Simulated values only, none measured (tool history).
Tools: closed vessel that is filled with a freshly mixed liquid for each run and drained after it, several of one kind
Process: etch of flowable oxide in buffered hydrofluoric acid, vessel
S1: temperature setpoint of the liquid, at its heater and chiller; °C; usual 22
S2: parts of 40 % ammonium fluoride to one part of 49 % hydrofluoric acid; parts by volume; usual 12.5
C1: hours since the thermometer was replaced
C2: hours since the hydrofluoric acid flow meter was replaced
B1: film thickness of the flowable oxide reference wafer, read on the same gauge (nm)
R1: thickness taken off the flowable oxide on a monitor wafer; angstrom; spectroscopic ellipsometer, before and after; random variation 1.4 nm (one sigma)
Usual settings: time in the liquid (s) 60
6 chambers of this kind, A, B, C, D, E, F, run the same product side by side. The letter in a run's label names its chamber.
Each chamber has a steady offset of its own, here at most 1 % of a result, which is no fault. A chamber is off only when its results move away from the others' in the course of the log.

Run 1B, hour 9.2: usual settings; C1 1092.9; C2 1988.9; B1 129.99. Result: R1 1507.4 angstrom.
Run 2A, hour 20.2: usual settings; C1 1444.3; C2 295.4; B1 130. Result: R1 1548.7 angstrom.
Run 3F, hour 32: usual settings; C1 666; C2 461.9; B1 129.99. Result: R1 1523.8 angstrom.
Run 4D, hour 45.7: usual settings; C1 1077.6; C2 1115.2; B1 130.01. Result: R1 1529.5 angstrom.
Run 5C, hour 56.1: usual settings; C1 2283.8; C2 673.1; B1 130. Result: R1 1551.1 angstrom.
Run 6E, hour 65.9: usual settings but time in the liquid (s) 30; C1 2286.6; C2 459.3; B1 130. Result: R1 754.34 angstrom.
Run 7F, hour 75.2: usual settings but time in the liquid (s) 30; C1 709.2; C2 505.1; B1 130. Result: R1 765.4 angstrom.
Run 8A, hour 85.8: usual settings but time in the liquid (s) 30; C1 1509.9; C2 361; B1 129.98. Result: R1 764.07 angstrom.
Run 9C, hour 92.6: usual settings but time in the liquid (s) 30; C1 2320.3; C2 709.6; B1 130.01. Result: R1 776.84 angstrom.
Run 10E, hour 102: usual settings but time in the liquid (s) 30; C1 2322.7; C2 495.4; B1 130. Result: R1 765.37 angstrom.
Run 11D, hour 116.8: usual settings but time in the liquid (s) 30; C1 1148.7; C2 1186.3; B1 129.98. Result: R1 773.78 angstrom.
At hour 124: chamber F: thermometer replaced.
Run 12B, hour 124.9: usual settings; C1 1208.6; C2 2104.6; B1 130. Result: R1 1526.4 angstrom.
Run 13E, hour 135: usual settings; C1 2355.7; C2 528.4; B1 130. Result: R1 1534.7 angstrom.
Run 14F, hour 147.5: usual settings; C1 23.6; C2 577.4; B1 130. Result: R1 1521.8 angstrom.
Run 15C, hour 157: usual settings; C1 2384.7; C2 774; B1 130. Result: R1 1536.8 angstrom.
Run 16A, hour 170.2: usual settings; C1 1594.3; C2 445.4; B1 130. Result: R1 1537.6 angstrom.
Run 17B, hour 182.1: usual settings; C1 1265.8; C2 2161.8; B1 130. Result: R1 1547.3 angstrom.
Run 18D, hour 197.1: usual settings; C1 1229; C2 1266.6; B1 130.01. Result: R1 1541.1 angstrom.
Run 19C, hour 203.8: usual settings; C1 2431.5; C2 820.8; B1 129.98. Result: R1 1535 angstrom.
Run 20A, hour 212.8: usual settings; C1 1636.9; C2 488; B1 130.01. Result: R1 1549.3 angstrom.
At hour 215.3: chamber C: hydrofluoric acid flow meter replaced.
Run 21E, hour 223.3: usual settings; C1 2444; C2 616.7; B1 130.02. Result: R1 1512.3 angstrom.
Run 22D, hour 230.5: usual settings; C1 1262.4; C2 1300; B1 130. Result: R1 1553.8 angstrom.
At hour 234.4: chamber A: hydrofluoric acid flow meter replaced.
Run 23B, hour 242.9: usual settings but S2 11 parts by volume, time in the liquid (s) 75; C1 1326.6; C2 2222.6; B1 130. Result: R1 2173.9 angstrom.
Run 24F, hour 250.1: usual settings but S2 11 parts by volume, time in the liquid (s) 75; C1 126.2; C2 680; B1 130. Result: R1 2163.2 angstrom.
Run 25E, hour 256.7: usual settings but S2 11 parts by volume, time in the liquid (s) 75; C1 2477.4; C2 650.1; B1 130. Result: R1 2150.5 angstrom.
At hour 260.2: chamber C: thermometer replaced.
Run 26D, hour 270.2: usual settings but S2 11 parts by volume, time in the liquid (s) 75; C1 1302.1; C2 1339.7; B1 130.02. Result: R1 2207.9 angstrom.
Run 27C, hour 276.9: usual settings but S2 11 parts by volume, time in the liquid (s) 75; C1 16.8; C2 61.6; B1 129.98. Result: R1 2192.2 angstrom.
At hour 281.2: chamber D: hydrofluoric acid flow meter replaced.
At hour 289.2: chamber A: thermometer replaced.
Run 28B, hour 290.9: usual settings but S2 11 parts by volume, time in the liquid (s) 75; C1 1374.6; C2 2270.6; B1 130.03. Result: R1 2155 angstrom.
Run 29F, hour 299.1: usual settings; C1 175.2; C2 729; B1 130. Result: R1 1535.4 angstrom.
Run 30A, hour 310.5: usual settings; C1 21.4; C2 76.1; B1 129.98. Result: R1 1543.5 angstrom.
Run 31E, hour 324.2: usual settings; C1 2544.9; C2 717.6; B1 129.99. Result: R1 1526.4 angstrom.
Run 32F, hour 337.1: usual settings; C1 213.2; C2 767; B1 129.99. Result: R1 1548.4 angstrom.
At hour 337.5: chamber B: hydrofluoric acid flow meter replaced.
Run 33A, hour 352.4: usual settings; C1 63.3; C2 118; B1 130.01. Result: R1 1542 angstrom.
At hour 353.7: chamber E: thermometer replaced.
Run 34C, hour 361: usual settings; C1 100.9; C2 145.7; B1 129.98. Result: R1 1563.1 angstrom.
Run 35B, hour 367.9: usual settings; C1 1451.6; C2 30.4; B1 130. Result: R1 1528.3 angstrom.
Run 36D, hour 376.7: usual settings; C1 1408.6; C2 95.5; B1 130. Result: R1 1561.6 angstrom.
Run 37C, hour 385.6: usual settings; C1 125.5; C2 170.3; B1 130.01. Result: R1 1574.4 angstrom.
Run 38D, hour 398.1: usual settings; C1 1430; C2 116.9; B1 129.96. Result: R1 1573.2 angstrom.
Run 39F, hour 408.1: usual settings; C1 284.2; C2 838; B1 130. Result: R1 1537.5 angstrom.
At hour 408.7: chamber B: thermometer replaced.
Run 40A, hour 419.6: usual settings; C1 130.5; C2 185.2; B1 130. Result: R1 1568.1 angstrom.
Run 41B, hour 431.8: usual settings; C1 23.1; C2 94.3; B1 130.01. Result: R1 1564.7 angstrom.
Run 42E, hour 443: usual settings; C1 89.3; C2 836.4; B1 130.02. Result: R1 1545.4 angstrom.
Run 43B, hour 457.5: usual settings but S1 26.5 °C, time in the liquid (s) 30; C1 48.8; C2 120; B1 130. Result: R1 994.68 angstrom.
Run 44A, hour 468.5: usual settings but S1 26.5 °C, time in the liquid (s) 30; C1 179.4; C2 234.1; B1 129.98. Result: R1 1001.3 angstrom.

What goes on in this fleet: one chamber off, a drifting gauge, or nothing beyond the chambers' own small offsets? Name the chamber and the cause, if any.

No chamber stands off beyond its own small offset, and the gauge holds steady.

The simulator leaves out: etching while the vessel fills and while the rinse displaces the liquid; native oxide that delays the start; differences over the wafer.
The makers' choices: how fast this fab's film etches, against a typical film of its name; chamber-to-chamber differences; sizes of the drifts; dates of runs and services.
